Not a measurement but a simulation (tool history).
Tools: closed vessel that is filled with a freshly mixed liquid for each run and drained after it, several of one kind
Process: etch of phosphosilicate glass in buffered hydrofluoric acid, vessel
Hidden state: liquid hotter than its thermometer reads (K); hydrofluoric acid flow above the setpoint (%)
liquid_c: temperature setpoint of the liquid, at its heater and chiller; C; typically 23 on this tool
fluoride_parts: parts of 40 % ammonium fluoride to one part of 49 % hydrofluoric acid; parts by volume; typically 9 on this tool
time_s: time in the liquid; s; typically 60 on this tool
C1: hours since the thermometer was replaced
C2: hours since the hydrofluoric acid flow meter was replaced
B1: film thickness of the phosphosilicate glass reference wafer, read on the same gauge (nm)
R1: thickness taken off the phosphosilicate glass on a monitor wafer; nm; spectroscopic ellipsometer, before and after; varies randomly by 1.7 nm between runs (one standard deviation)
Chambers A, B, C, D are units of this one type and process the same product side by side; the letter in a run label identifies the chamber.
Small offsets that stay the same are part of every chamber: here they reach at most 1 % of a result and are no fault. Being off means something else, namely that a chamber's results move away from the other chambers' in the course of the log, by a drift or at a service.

{"run": "1D", "day": 0.188, "liquid_c": 23, "fluoride_parts": 9, "time_s": 60, "C1": 1672.6, "C2": 1290.9, "B1": 89.993, "R1": 346.99}
{"run": "2B", "day": 0.4, "liquid_c": 23, "fluoride_parts": 9, "time_s": 60, "C1": 357.5, "C2": 447.3, "B1": 90.025, "R1": 345.41}
{"run": "3C", "day": 0.533, "liquid_c": 23, "fluoride_parts": 9, "time_s": 60, "C1": 1172.6, "C2": 467.8, "B1": 89.994, "R1": 348.27}
{"run": "4A", "day": 0.708, "liquid_c": 23, "fluoride_parts": 9, "time_s": 60, "C1": 1168, "C2": 1021.9, "B1": 90.005, "R1": 348.2}
{"run": "5B", "day": 0.875, "liquid_c": 23, "fluoride_parts": 9, "time_s": 60, "C1": 368.9, "C2": 458.7, "B1": 89.991, "R1": 348.33}
{"run": "6D", "day": 1.088, "liquid_c": 23, "fluoride_parts": 9, "time_s": 60, "C1": 1694.2, "C2": 1312.5, "B1": 89.995, "R1": 346.19}
{"run": "7A", "day": 1.225, "liquid_c": 23, "fluoride_parts": 9, "time_s": 80, "C1": 1180.4, "C2": 1034.3, "B1": 89.975, "R1": 464.62}
{"run": "8C", "day": 1.346, "liquid_c": 23, "fluoride_parts": 9, "time_s": 80, "C1": 1192.1, "C2": 487.3, "B1": 90.036, "R1": 463.33}
{"run": "9B", "day": 1.438, "liquid_c": 23, "fluoride_parts": 9, "time_s": 80, "C1": 382.4, "C2": 472.2, "B1": 89.983, "R1": 465.41}
{"run": "10D", "day": 1.654, "liquid_c": 23, "fluoride_parts": 9, "time_s": 80, "C1": 1707.8, "C2": 1326.1, "B1": 90.008, "R1": 460.21}
{"run": "11A", "day": 1.808, "liquid_c": 23, "fluoride_parts": 9, "time_s": 60, "C1": 1194.4, "C2": 1048.3, "B1": 89.993, "R1": 351.15}
{"run": "12C", "day": 1.971, "liquid_c": 23, "fluoride_parts": 9, "time_s": 60, "C1": 1207.1, "C2": 502.3, "B1": 89.995, "R1": 346.56}
{"run": "13C", "day": 2.125, "liquid_c": 23, "fluoride_parts": 9, "time_s": 60, "C1": 1210.8, "C2": 506, "B1": 89.976, "R1": 346.32}
{"run": "14A", "day": 2.333, "liquid_c": 23, "fluoride_parts": 9, "time_s": 60, "C1": 1207, "C2": 1060.9, "B1": 89.988, "R1": 349.43}
{"run": "15D", "day": 2.454, "liquid_c": 23, "fluoride_parts": 9, "time_s": 60, "C1": 1727, "C2": 1345.3, "B1": 90.014, "R1": 347.15}
{"run": "16B", "day": 2.633, "liquid_c": 23, "fluoride_parts": 9, "time_s": 60, "C1": 411.1, "C2": 500.9, "B1": 90.029, "R1": 346.46}
{"run": "17C", "day": 2.808, "liquid_c": 23, "fluoride_parts": 9, "time_s": 60, "C1": 1227.2, "C2": 522.4, "B1": 90, "R1": 347.81}
{"run": "18A", "day": 3.017, "liquid_c": 23, "fluoride_parts": 9, "time_s": 60, "C1": 1223.4, "C2": 1077.3, "B1": 89.968, "R1": 352.1}
{"run": "19B", "day": 3.129, "liquid_c": 25, "fluoride_parts": 9, "time_s": 60, "C1": 423, "C2": 512.8, "B1": 90.003, "R1": 383.56}
{"run": "20D", "day": 3.258, "liquid_c": 25, "fluoride_parts": 9, "time_s": 60, "C1": 1746.3, "C2": 1364.6, "B1": 90.025, "R1": 388.57}
{"run": "21A", "day": 3.4, "liquid_c": 25, "fluoride_parts": 9, "time_s": 60, "C1": 1232.6, "C2": 1086.5, "B1": 89.991, "R1": 394.58}
{"run": "22D", "day": 3.558, "liquid_c": 25, "fluoride_parts": 9, "time_s": 60, "C1": 1753.5, "C2": 1371.8, "B1": 89.983, "R1": 385.76}
{"run": "23B", "day": 3.762, "liquid_c": 23, "fluoride_parts": 9, "time_s": 60, "C1": 438.2, "C2": 528, "B1": 90, "R1": 350.62}
{"run": "24C", "day": 3.979, "liquid_c": 23, "fluoride_parts": 9, "time_s": 60, "C1": 1255.3, "C2": 550.5, "B1": 90.01, "R1": 347.03}
{"run": "25B", "day": 4.079, "liquid_c": 23, "fluoride_parts": 9, "time_s": 60, "C1": 445.8, "C2": 535.6, "B1": 89.993, "R1": 346.79}
{"run": "26A", "day": 4.217, "liquid_c": 23, "fluoride_parts": 9, "time_s": 60, "C1": 1252.2, "C2": 1106.1, "B1": 89.964, "R1": 359.27}
{"run": "27D", "day": 4.362, "liquid_c": 23, "fluoride_parts": 9, "time_s": 60, "C1": 1772.8, "C2": 1391.1, "B1": 90.003, "R1": 348.81}
{"run": "28C", "day": 4.533, "liquid_c": 23, "fluoride_parts": 9, "time_s": 60, "C1": 1268.6, "C2": 563.8, "B1": 89.995, "R1": 347.24}
{"run": "29C", "day": 4.708, "liquid_c": 23, "fluoride_parts": 9, "time_s": 60, "C1": 1272.8, "C2": 568, "B1": 89.984, "R1": 348.85}
{"day": 4.871, "done": "chamber D: hydrofluoric acid flow meter replaced"}
{"run": "30B", "day": 4.908, "liquid_c": 23, "fluoride_parts": 9, "time_s": 60, "C1": 465.7, "C2": 555.5, "B1": 90.01, "R1": 347.19}
{"run": "31A", "day": 5.108, "liquid_c": 23, "fluoride_parts": 9, "time_s": 60, "C1": 1273.6, "C2": 1127.5, "B1": 90.018, "R1": 362.94}
{"run": "32D", "day": 5.288, "liquid_c": 27, "fluoride_parts": 7, "time_s": 60, "C1": 1795, "C2": 10.1, "B1": 89.989, "R1": 564.58}
{"run": "33B", "day": 5.421, "liquid_c": 27, "fluoride_parts": 7, "time_s": 60, "C1": 478, "C2": 567.8, "B1": 89.99, "R1": 566.7}
{"run": "34A", "day": 5.617, "liquid_c": 27, "fluoride_parts": 7, "time_s": 60, "C1": 1285.8, "C2": 1139.7, "B1": 90.014, "R1": 591.16}
{"run": "35C", "day": 5.788, "liquid_c": 27, "fluoride_parts": 7, "time_s": 60, "C1": 1298.7, "C2": 593.9, "B1": 90.024, "R1": 565.05}

Is one chamber out of step, is the gauge drifting, or do the chambers differ by no more than their own small offsets? For an off chamber, give its letter and the likeliest cause.

One chamber, A, drifts off from the rest bit by bit.
Cause: liquid hotter than its thermometer reads (K) = 0.946.
The log may not separate it from: hydrofluoric acid flow above the setpoint (%).

Below are 4 candidate recipes for chamber A's next run, each the usual settings with a change, their results shown as question marks. Which of them brings A's results back in line with what the other chambers give on the usual settings?
Allowed miss from the other chambers' usual-settings mean, per result, to count as in line: R1 6 nm
{"run": "36A-1", "day": 5.942, "liquid_c": 23.5, "fluoride_parts": 9, "time_s": 65, "R1": "?"}
{"run": "36A-2", "day": 5.942, "liquid_c": 21, "fluoride_parts": 9, "time_s": 60, "R1": "?"}
{"run": "36A-3", "day": 5.942, "liquid_c": 24, "fluoride_parts": 9, "time_s": 60, "R1": "?"}
{"run": "36A-4", "day": 5.942, "liquid_c": 22, "fluoride_parts": 9, "time_s": 60, "R1": "?"}

Other chambers, usual settings, mean: R1 347.04 nm
run=36A-1 R1=405.4
run=36A-2 R1=326.67
run=36A-3 R1=384.5
run=36A-4 R1=344.97
36A-4 is the one that brings the chamber's results back in line with the other chambers.

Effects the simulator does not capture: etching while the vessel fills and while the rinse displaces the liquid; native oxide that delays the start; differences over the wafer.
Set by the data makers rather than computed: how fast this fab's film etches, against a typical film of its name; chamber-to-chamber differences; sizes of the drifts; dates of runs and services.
